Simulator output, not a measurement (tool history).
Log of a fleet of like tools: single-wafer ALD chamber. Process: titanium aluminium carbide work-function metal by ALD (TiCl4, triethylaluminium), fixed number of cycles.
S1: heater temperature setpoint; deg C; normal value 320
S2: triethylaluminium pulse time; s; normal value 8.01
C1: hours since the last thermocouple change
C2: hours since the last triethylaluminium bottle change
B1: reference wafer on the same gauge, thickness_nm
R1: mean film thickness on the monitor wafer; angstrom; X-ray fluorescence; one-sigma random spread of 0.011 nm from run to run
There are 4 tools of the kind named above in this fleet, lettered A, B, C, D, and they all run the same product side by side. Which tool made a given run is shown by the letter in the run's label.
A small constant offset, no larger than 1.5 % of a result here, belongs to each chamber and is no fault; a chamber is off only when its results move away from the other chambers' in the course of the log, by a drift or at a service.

| run | day | S1 | S2 | C1 | C2 | B1 | R1 |
|---|---|---|---|---|---|---|---|
| 1C | 0.258 | 320 | 8.01 | 708.9 | 942.5 | 2.1716 | 21.084 |
| 2B | 0.617 | 320 | 8.01 | 842.2 | 482.8 | 2.1688 | 21.169 |
| 3A | 1.138 | 320 | 8.01 | 579.6 | 510.7 | 2.1684 | 20.851 |
| 4D | 1.546 | 320 | 8.01 | 957.8 | 570.7 | 2.1674 | 20.923 |
| 5D | 1.871 | 320 | 8.01 | 965.6 | 578.5 | 2.1714 | 20.638 |
| 6C | 2.138 | 320 | 8.01 | 754 | 987.6 | 2.1678 | 21.007 |
| 7A | 2.6 | 320 | 8.01 | 614.7 | 545.8 | 2.1703 | 20.883 |
| 8B | 2.942 | 320 | 8.01 | 898 | 538.6 | 2.1681 | 20.957 |
| 9D | 3.312 | 320 | 8.01 | 1000.2 | 613.1 | 2.1683 | 20.624 |
| 10A | 3.804 | 320 | 8.01 | 643.6 | 574.7 | 2.1745 | 20.987 |
| 11C | 4.367 | 320 | 8.01 | 807.5 | 1041.1 | 2.1676 | 20.927 |
| 12B | 4.917 | 320 | 8.01 | 945.4 | 586 | 2.168 | 21.142 |
| 13A | 5.458 | 320 | 8.01 | 683.3 | 614.4 | 2.1701 | 20.914 |
| 14B | 5.879 | 320 | 8.01 | 968.5 | 609.1 | 2.1727 | 20.99 |
| 15C | 6.2 | 320 | 8.01 | 851.5 | 1085.1 | 2.1704 | 20.91 |
| 16D | 6.696 | 327 | 9.93 | 1081.4 | 694.3 | 2.1697 | 22.111 |
| 17B | 7.121 | 327 | 9.93 | 998.3 | 638.9 | 2.1685 | 22.011 |
| 18A | 7.542 | 327 | 9.93 | 733.3 | 664.4 | 2.17 | 22.442 |
| 19D | 8.021 | 327 | 9.93 | 1113.2 | 726.1 | 2.1723 | 22.091 |
| 20C | 8.275 | 320 | 8.01 | 901.3 | 1134.9 | 2.1687 | 20.97 |
| 21C | 8.638 | 320 | 8.01 | 910 | 1143.6 | 2.1676 | 20.784 |
| 22B | 8.958 | 333 | 10.38 | 1042.4 | 683 | 2.1693 | 22.936 |
| 23A | 9.429 | 333 | 10.38 | 778.6 | 709.7 | 2.1685 | 22.877 |
| 24D | 9.883 | 333 | 10.38 | 1157.9 | 770.8 | 2.1705 | 22.743 |
| 25A | 10.454 | 333 | 10.38 | 803.2 | 734.3 | 2.1702 | 22.862 |
| 26B | 10.712 | 320 | 8.01 | 1084.5 | 725.1 | 2.1706 | 20.884 |
| 27C | 11.279 | 320 | 8.01 | 973.4 | 1207 | 2.1691 | 21.187 |
| 28D | 11.771 | 320 | 8.01 | 1203.2 | 816.1 | 2.172 | 20.966 |
| 29A | 12.304 | 320 | 8.01 | 847.6 | 778.7 | 2.1659 | 20.954 |
| 30C | 12.788 | 314 | 10.32 | 1009.6 | 1243.2 | 2.1688 | 21.35 |
| 31B | 13.112 | 314 | 10.32 | 1142.1 | 782.7 | 2.1717 | 21.398 |
| 32D | 13.575 | 314 | 10.32 | 1246.5 | 859.4 | 2.1714 | 21.162 |
| 33B | 13.842 | 314 | 10.32 | 1159.6 | 800.2 | 2.1697 | 21.281 |
| 34D | 14.404 | 320 | 8.01 | 1266.4 | 879.3 | 2.1686 | 20.75 |
|  | 14.596 | chamber B: thermocouple changed; heater temperature recalibrated |
| 35C | 14.675 | 320 | 8.01 | 1054.9 | 1288.5 | 2.1709 | 21.132 |
| 36A | 15.242 | 320 | 8.01 | 918.1 | 849.2 | 2.168 | 20.938 |
| 37B | 15.708 | 320 | 8.01 | 26.8 | 845 | 2.1706 | 21.165 |
| 38C | 16.008 | 320 | 8.01 | 1086.9 | 1320.5 | 2.1702 | 20.979 |
| 39D | 16.367 | 320 | 6.19 | 1313.5 | 926.4 | 2.1689 | 19.369 |

Read the log: is a single chamber off, either drifting away or since a service, is the gauge that measures every chamber drifting, or is nothing wrong beyond small per-chamber offsets? Name any odd chamber and what most likely caused it.

The fleet is healthy, with each chamber sitting at its usual small offset and no drift in the gauge.
